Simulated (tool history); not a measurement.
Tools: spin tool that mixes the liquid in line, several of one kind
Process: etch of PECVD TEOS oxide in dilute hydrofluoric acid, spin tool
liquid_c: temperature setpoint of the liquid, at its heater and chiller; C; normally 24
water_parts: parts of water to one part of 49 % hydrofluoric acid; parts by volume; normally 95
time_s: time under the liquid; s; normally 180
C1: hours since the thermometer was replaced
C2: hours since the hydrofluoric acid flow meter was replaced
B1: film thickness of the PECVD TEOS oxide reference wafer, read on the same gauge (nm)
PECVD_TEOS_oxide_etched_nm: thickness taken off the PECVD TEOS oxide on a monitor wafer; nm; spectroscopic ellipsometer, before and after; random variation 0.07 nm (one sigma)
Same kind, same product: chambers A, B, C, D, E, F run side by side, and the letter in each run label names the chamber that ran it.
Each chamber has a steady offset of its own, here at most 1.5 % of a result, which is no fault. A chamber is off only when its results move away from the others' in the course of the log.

{"run": "1A", "day": 0.225, "liquid_c": 24, "water_parts": 95, "time_s": 180, "C1": 1205.6, "C2": 1198.4, "B1": 79.998, "PECVD_TEOS_oxide_etched_nm": 20.54}
{"run": "2B", "day": 0.412, "liquid_c": 24, "water_parts": 95, "time_s": 180, "C1": 682.5, "C2": 285, "B1": 79.97, "PECVD_TEOS_oxide_etched_nm": 20.334}
{"run": "3F", "day": 0.583, "liquid_c": 24, "water_parts": 95, "time_s": 180, "C1": 666.1, "C2": 1083.5, "B1": 79.981, "PECVD_TEOS_oxide_etched_nm": 20.461}
{"run": "4C", "day": 0.767, "liquid_c": 24, "water_parts": 95, "time_s": 180, "C1": 820.6, "C2": 329.9, "B1": 80.012, "PECVD_TEOS_oxide_etched_nm": 20.294}
{"run": "5D", "day": 0.967, "liquid_c": 24, "water_parts": 95, "time_s": 180, "C1": 404.3, "C2": 436.2, "B1": 79.982, "PECVD_TEOS_oxide_etched_nm": 20.393}
{"run": "6E", "day": 1.104, "liquid_c": 24, "water_parts": 95, "time_s": 180, "C1": 849.9, "C2": 1023.7, "B1": 80.015, "PECVD_TEOS_oxide_etched_nm": 20.633}
{"run": "7B", "day": 1.3, "liquid_c": 24, "water_parts": 95, "time_s": 180, "C1": 703.8, "C2": 306.3, "B1": 79.996, "PECVD_TEOS_oxide_etched_nm": 20.277}
{"run": "8D", "day": 1.458, "liquid_c": 24, "water_parts": 95, "time_s": 180, "C1": 416.1, "C2": 448, "B1": 79.97, "PECVD_TEOS_oxide_etched_nm": 20.43}
{"run": "9F", "day": 1.671, "liquid_c": 24, "water_parts": 95, "time_s": 180, "C1": 692.2, "C2": 1109.6, "B1": 79.96, "PECVD_TEOS_oxide_etched_nm": 20.441}
{"run": "10E", "day": 1.812, "liquid_c": 24, "water_parts": 95, "time_s": 180, "C1": 866.9, "C2": 1040.7, "B1": 80.059, "PECVD_TEOS_oxide_etched_nm": 20.654}
{"run": "11C", "day": 2.042, "liquid_c": 24, "water_parts": 95, "time_s": 180, "C1": 851.2, "C2": 360.5, "B1": 79.99, "PECVD_TEOS_oxide_etched_nm": 20.258}
{"run": "12A", "day": 2.246, "liquid_c": 24, "water_parts": 95, "time_s": 180, "C1": 1254.1, "C2": 1246.9, "B1": 79.985, "PECVD_TEOS_oxide_etched_nm": 20.556}
{"run": "13E", "day": 2.475, "liquid_c": 24, "water_parts": 95, "time_s": 180, "C1": 882.8, "C2": 1056.6, "B1": 79.971, "PECVD_TEOS_oxide_etched_nm": 20.655}
{"run": "14A", "day": 2.7, "liquid_c": 24, "water_parts": 95, "time_s": 180, "C1": 1265, "C2": 1257.8, "B1": 79.99, "PECVD_TEOS_oxide_etched_nm": 20.516}
{"run": "15B", "day": 2.904, "liquid_c": 28.5, "water_parts": 95, "time_s": 225, "C1": 742.3, "C2": 344.8, "B1": 79.991, "PECVD_TEOS_oxide_etched_nm": 30.168}
{"run": "16C", "day": 3.075, "liquid_c": 28.5, "water_parts": 95, "time_s": 225, "C1": 876, "C2": 385.3, "B1": 80.017, "PECVD_TEOS_oxide_etched_nm": 29.999}
{"run": "17D", "day": 3.254, "liquid_c": 28.5, "water_parts": 95, "time_s": 225, "C1": 459.2, "C2": 491.1, "B1": 80.007, "PECVD_TEOS_oxide_etched_nm": 30.746}
{"run": "18F", "day": 3.367, "liquid_c": 28.5, "water_parts": 95, "time_s": 225, "C1": 732.9, "C2": 1150.3, "B1": 80.001, "PECVD_TEOS_oxide_etched_nm": 30.591}
{"run": "19C", "day": 3.496, "liquid_c": 28.5, "water_parts": 95, "time_s": 225, "C1": 886.1, "C2": 395.4, "B1": 79.991, "PECVD_TEOS_oxide_etched_nm": 30.312}
{"run": "20F", "day": 3.625, "liquid_c": 28.5, "water_parts": 95, "time_s": 225, "C1": 739.1, "C2": 1156.5, "B1": 80.004, "PECVD_TEOS_oxide_etched_nm": 30.551}
{"run": "21E", "day": 3.729, "liquid_c": 24, "water_parts": 95, "time_s": 180, "C1": 912.9, "C2": 1086.7, "B1": 80.014, "PECVD_TEOS_oxide_etched_nm": 20.602}
{"run": "22D", "day": 3.925, "liquid_c": 24, "water_parts": 95, "time_s": 180, "C1": 475.3, "C2": 507.2, "B1": 79.982, "PECVD_TEOS_oxide_etched_nm": 20.727}
{"run": "23B", "day": 4.046, "liquid_c": 24, "water_parts": 95, "time_s": 180, "C1": 769.7, "C2": 372.2, "B1": 80.01, "PECVD_TEOS_oxide_etched_nm": 20.301}
{"run": "24A", "day": 4.15, "liquid_c": 24, "water_parts": 95, "time_s": 180, "C1": 1299.8, "C2": 1292.6, "B1": 80.023, "PECVD_TEOS_oxide_etched_nm": 20.602}
{"run": "25F", "day": 4.258, "liquid_c": 24, "water_parts": 140, "time_s": 215, "C1": 754.3, "C2": 1171.7, "B1": 79.999, "PECVD_TEOS_oxide_etched_nm": 15.953}
{"run": "26E", "day": 4.388, "liquid_c": 24, "water_parts": 140, "time_s": 215, "C1": 928.7, "C2": 1102.5, "B1": 79.977, "PECVD_TEOS_oxide_etched_nm": 15.951}
{"run": "27C", "day": 4.608, "liquid_c": 24, "water_parts": 140, "time_s": 215, "C1": 912.8, "C2": 422.1, "B1": 79.976, "PECVD_TEOS_oxide_etched_nm": 15.662}
{"day": 4.612, "done": "chamber E: thermometer replaced"}
{"run": "28D", "day": 4.817, "liquid_c": 24, "water_parts": 140, "time_s": 215, "C1": 496.7, "C2": 528.6, "B1": 79.973, "PECVD_TEOS_oxide_etched_nm": 15.934}
{"run": "29A", "day": 4.958, "liquid_c": 24, "water_parts": 140, "time_s": 215, "C1": 1319.2, "C2": 1312, "B1": 80.02, "PECVD_TEOS_oxide_etched_nm": 15.856}
{"run": "30B", "day": 5.158, "liquid_c": 24, "water_parts": 140, "time_s": 215, "C1": 796.4, "C2": 398.9, "B1": 79.979, "PECVD_TEOS_oxide_etched_nm": 15.531}
{"run": "31A", "day": 5.383, "liquid_c": 24, "water_parts": 95, "time_s": 180, "C1": 1329.4, "C2": 1322.2, "B1": 80.009, "PECVD_TEOS_oxide_etched_nm": 20.442}
{"run": "32D", "day": 5.504, "liquid_c": 24, "water_parts": 95, "time_s": 180, "C1": 513.2, "C2": 545.1, "B1": 79.996, "PECVD_TEOS_oxide_etched_nm": 20.889}
{"run": "33E", "day": 5.662, "liquid_c": 24, "water_parts": 95, "time_s": 180, "C1": 25.3, "C2": 1133.1, "B1": 79.992, "PECVD_TEOS_oxide_etched_nm": 20.574}
{"run": "34F", "day": 5.825, "liquid_c": 20.5, "water_parts": 125, "time_s": 180, "C1": 791.9, "C2": 1209.3, "B1": 80.036, "PECVD_TEOS_oxide_etched_nm": 13.138}
{"run": "35C", "day": 5.979, "liquid_c": 20.5, "water_parts": 125, "time_s": 180, "C1": 945.7, "C2": 455, "B1": 80.016, "PECVD_TEOS_oxide_etched_nm": 12.897}
{"run": "36B", "day": 6.167, "liquid_c": 20.5, "water_parts": 125, "time_s": 180, "C1": 820.6, "C2": 423.1, "B1": 80.008, "PECVD_TEOS_oxide_etched_nm": 12.922}
{"day": 6.233, "done": "chamber A: hydrofluoric acid flow meter replaced"}
{"run": "37B", "day": 6.346, "liquid_c": 20.5, "water_parts": 125, "time_s": 180, "C1": 824.9, "C2": 427.4, "B1": 79.98, "PECVD_TEOS_oxide_etched_nm": 13.026}
{"run": "38D", "day": 6.538, "liquid_c": 20.5, "water_parts": 125, "time_s": 180, "C1": 538, "C2": 569.9, "B1": 80.015, "PECVD_TEOS_oxide_etched_nm": 13.509}
{"run": "39A", "day": 6.746, "liquid_c": 20.5, "water_parts": 125, "time_s": 180, "C1": 1362.1, "C2": 12.3, "B1": 79.939, "PECVD_TEOS_oxide_etched_nm": 13.105}
{"run": "40F", "day": 6.938, "liquid_c": 24, "water_parts": 95, "time_s": 180, "C1": 818.6, "C2": 1236, "B1": 79.985, "PECVD_TEOS_oxide_etched_nm": 20.629}
{"run": "41E", "day": 7.067, "liquid_c": 24, "water_parts": 95, "time_s": 180, "C1": 59, "C2": 1166.8, "B1": 80.032, "PECVD_TEOS_oxide_etched_nm": 20.58}
{"run": "42C", "day": 7.221, "liquid_c": 24, "water_parts": 95, "time_s": 180, "C1": 975.5, "C2": 484.8, "B1": 79.947, "PECVD_TEOS_oxide_etched_nm": 20.333}
{"run": "43F", "day": 7.446, "liquid_c": 24, "water_parts": 95, "time_s": 180, "C1": 830.8, "C2": 1248.2, "B1": 80.059, "PECVD_TEOS_oxide_etched_nm": 20.438}

Read the log: is a single chamber off, either drifting away or since a service, is the gauge that measures every chamber drifting, or is nothing wrong beyond small per-chamber offsets? Name any odd chamber and what most likely caused it.

Chamber D drifts away from the others.
What lies behind it: liquid hotter than its thermometer reads (K) = 1.04.
The log may not tell that from: hydrofluoric acid flow above the setpoint (%).

Which of the 4 candidates below, each the usual settings with something changed and its results left as question marks, puts chamber D back in line with what the other chambers give on the usual settings?
In line means no further than this from the other chambers' mean on the usual settings: PECVD_TEOS_oxide_etched_nm 0.24 nm
{"run": "44D-1", "day": 7.608, "liquid_c": 25, "water_parts": 95, "time_s": 180, "PECVD_TEOS_oxide_etched_nm": "?"}
{"run": "44D-2", "day": 7.608, "liquid_c": 23, "water_parts": 95, "time_s": 180, "PECVD_TEOS_oxide_etched_nm": "?"}
{"run": "44D-3", "day": 7.608, "liquid_c": 22.5, "water_parts": 95, "time_s": 180, "PECVD_TEOS_oxide_etched_nm": "?"}
{"run": "44D-4", "day": 7.608, "liquid_c": 24, "water_parts": 90, "time_s": 180, "PECVD_TEOS_oxide_etched_nm": "?"}

Usual-settings mean across the other chambers: PECVD_TEOS_oxide_etched_nm 20.455 nm
run=44D-1 PECVD_TEOS_oxide_etched_nm=22.01
run=44D-2 PECVD_TEOS_oxide_etched_nm=20.366
run=44D-3 PECVD_TEOS_oxide_etched_nm=19.973
run=44D-4 PECVD_TEOS_oxide_etched_nm=22.52
44D-2 brings the chamber back in line.
